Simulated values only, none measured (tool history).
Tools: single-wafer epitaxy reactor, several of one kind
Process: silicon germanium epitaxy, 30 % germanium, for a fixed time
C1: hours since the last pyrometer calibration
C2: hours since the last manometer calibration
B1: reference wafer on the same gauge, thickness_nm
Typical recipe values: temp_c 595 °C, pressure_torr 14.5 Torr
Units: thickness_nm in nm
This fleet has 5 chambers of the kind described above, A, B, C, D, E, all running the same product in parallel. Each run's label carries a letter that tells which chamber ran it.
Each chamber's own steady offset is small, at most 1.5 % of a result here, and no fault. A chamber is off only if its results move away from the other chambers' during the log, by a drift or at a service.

{"run": "1A", "hour": 13.6, "temp_c": 595, "pressure_torr": 14.5, "C1": 60.2, "C2": 2456.2, "B1": 50.822, "thickness_nm": 47.391}
{"run": "2D", "hour": 21.3, "temp_c": 595, "pressure_torr": 14.5, "C1": 535.5, "C2": 296.5, "B1": 50.781, "thickness_nm": 47.213}
{"run": "3B", "hour": 33.5, "temp_c": 595, "pressure_torr": 14.5, "C1": 1018, "C2": 2249.5, "B1": 50.791, "thickness_nm": 46.984}
{"run": "4C", "hour": 42.2, "temp_c": 595, "pressure_torr": 14.5, "C1": 123.8, "C2": 1410, "B1": 50.784, "thickness_nm": 46.912}
{"run": "5E", "hour": 51.9, "temp_c": 595, "pressure_torr": 14.5, "C1": 1536.3, "C2": 1458.5, "B1": 50.779, "thickness_nm": 47.758}
{"run": "6B", "hour": 65.9, "temp_c": 595, "pressure_torr": 14.5, "C1": 1050.4, "C2": 2281.9, "B1": 50.783, "thickness_nm": 46.528}
{"run": "7E", "hour": 80.1, "temp_c": 588, "pressure_torr": 11, "C1": 1564.5, "C2": 1486.7, "B1": 50.782, "thickness_nm": 37.278}
{"run": "8A", "hour": 89.1, "temp_c": 588, "pressure_torr": 11, "C1": 135.7, "C2": 2531.7, "B1": 50.781, "thickness_nm": 37.23}
{"run": "9D", "hour": 100.4, "temp_c": 588, "pressure_torr": 11, "C1": 614.6, "C2": 375.6, "B1": 50.774, "thickness_nm": 37.093}
{"hour": 108.7, "done": "chamber E: capacitance manometer re-zeroed and calibrated"}
{"run": "10C", "hour": 114.6, "temp_c": 588, "pressure_torr": 11, "C1": 196.2, "C2": 1482.4, "B1": 50.835, "thickness_nm": 37.14}
{"run": "11E", "hour": 127.5, "temp_c": 588, "pressure_torr": 11, "C1": 1611.9, "C2": 18.8, "B1": 50.841, "thickness_nm": 36.1}
{"run": "12C", "hour": 141.2, "temp_c": 589, "pressure_torr": 17.1, "C1": 222.8, "C2": 1509, "B1": 50.814, "thickness_nm": 44.987}
{"hour": 141.6, "done": "chamber B: capacitance manometer re-zeroed and calibrated"}
{"run": "13B", "hour": 156.1, "temp_c": 589, "pressure_torr": 17.1, "C1": 1140.6, "C2": 14.5, "B1": 50.823, "thickness_nm": 44.687}
{"run": "14A", "hour": 170.9, "temp_c": 589, "pressure_torr": 17.1, "C1": 217.5, "C2": 2613.5, "B1": 50.781, "thickness_nm": 45.425}
{"run": "15D", "hour": 183.2, "temp_c": 589, "pressure_torr": 17.1, "C1": 697.4, "C2": 458.4, "B1": 50.788, "thickness_nm": 45.15}
{"run": "16A", "hour": 197.2, "temp_c": 589, "pressure_torr": 17.1, "C1": 243.8, "C2": 2639.8, "B1": 50.817, "thickness_nm": 45.184}
{"run": "17B", "hour": 207.1, "temp_c": 595, "pressure_torr": 14.5, "C1": 1191.6, "C2": 65.5, "B1": 50.807, "thickness_nm": 46.585}
{"run": "18E", "hour": 219.9, "temp_c": 595, "pressure_torr": 14.5, "C1": 1704.3, "C2": 111.2, "B1": 50.822, "thickness_nm": 46.026}
{"run": "19D", "hour": 230.2, "temp_c": 595, "pressure_torr": 17.8, "C1": 744.4, "C2": 505.4, "B1": 50.771, "thickness_nm": 51.617}
{"run": "20C", "hour": 242.5, "temp_c": 595, "pressure_torr": 17.8, "C1": 324.1, "C2": 1610.3, "B1": 50.789, "thickness_nm": 51.14}
{"run": "21D", "hour": 255.4, "temp_c": 595, "pressure_torr": 17.8, "C1": 769.6, "C2": 530.6, "B1": 50.81, "thickness_nm": 51.31}
{"run": "22E", "hour": 266.1, "temp_c": 595, "pressure_torr": 17.8, "C1": 1750.5, "C2": 157.4, "B1": 50.789, "thickness_nm": 50.08}
{"run": "23C", "hour": 275.3, "temp_c": 595, "pressure_torr": 17.8, "C1": 356.9, "C2": 1643.1, "B1": 50.766, "thickness_nm": 51.143}
{"run": "24A", "hour": 285.1, "temp_c": 595, "pressure_torr": 14.5, "C1": 331.7, "C2": 2727.7, "B1": 50.81, "thickness_nm": 47.497}
{"run": "25B", "hour": 297.2, "temp_c": 595, "pressure_torr": 14.5, "C1": 1281.7, "C2": 155.6, "B1": 50.789, "thickness_nm": 46.964}
{"run": "26E", "hour": 309.4, "temp_c": 595, "pressure_torr": 14.5, "C1": 1793.8, "C2": 200.7, "B1": 50.782, "thickness_nm": 46.135}
{"run": "27B", "hour": 321.1, "temp_c": 595, "pressure_torr": 14.5, "C1": 1305.6, "C2": 179.5, "B1": 50.801, "thickness_nm": 46.791}
{"run": "28C", "hour": 331.6, "temp_c": 595, "pressure_torr": 14.5, "C1": 413.2, "C2": 1699.4, "B1": 50.847, "thickness_nm": 47.389}
{"run": "29A", "hour": 339.6, "temp_c": 595, "pressure_torr": 14.5, "C1": 386.2, "C2": 2782.2, "B1": 50.802, "thickness_nm": 47.703}
{"run": "30D", "hour": 353.4, "temp_c": 595, "pressure_torr": 14.5, "C1": 867.6, "C2": 628.6, "B1": 50.787, "thickness_nm": 47.57}

Does one chamber stand apart from the rest, does the shared gauge drift, or is all well apart from small per-chamber offsets? Give the chamber and the most likely cause, where there is one.

A service left chamber E off against the others.
What lies behind it: true pressure below the setpoint (%) = 7.69.

Chamber E could run next with any of the 4 candidate recipes listed below; each alters the usual settings, and their results appear as question marks. Which one brings its results back in line with what the other chambers deliver on the usual settings?
A result is in line if it is within this distance of the other chambers' mean on the usual settings: thickness_nm 0.51 nm
{"run": "31E-1", "hour": 364.2, "temp_c": 596, "pressure_torr": 14.6, "thickness_nm": "?"}
{"run": "31E-2", "hour": 364.2, "temp_c": 595, "pressure_torr": 16.2, "thickness_nm": "?"}
{"run": "31E-3", "hour": 364.2, "temp_c": 595, "pressure_torr": 12.8, "thickness_nm": "?"}
{"run": "31E-4", "hour": 364.2, "temp_c": 594, "pressure_torr": 14.4, "thickness_nm": "?"}

Usual-settings mean across the other chambers: thickness_nm 47.166 nm
run=31E-1 thickness_nm=47.021
run=31E-2 thickness_nm=48.062
run=31E-3 thickness_nm=43.843
run=31E-4 thickness_nm=45.047
With 31E-1, the chamber falls back in line with the rest.

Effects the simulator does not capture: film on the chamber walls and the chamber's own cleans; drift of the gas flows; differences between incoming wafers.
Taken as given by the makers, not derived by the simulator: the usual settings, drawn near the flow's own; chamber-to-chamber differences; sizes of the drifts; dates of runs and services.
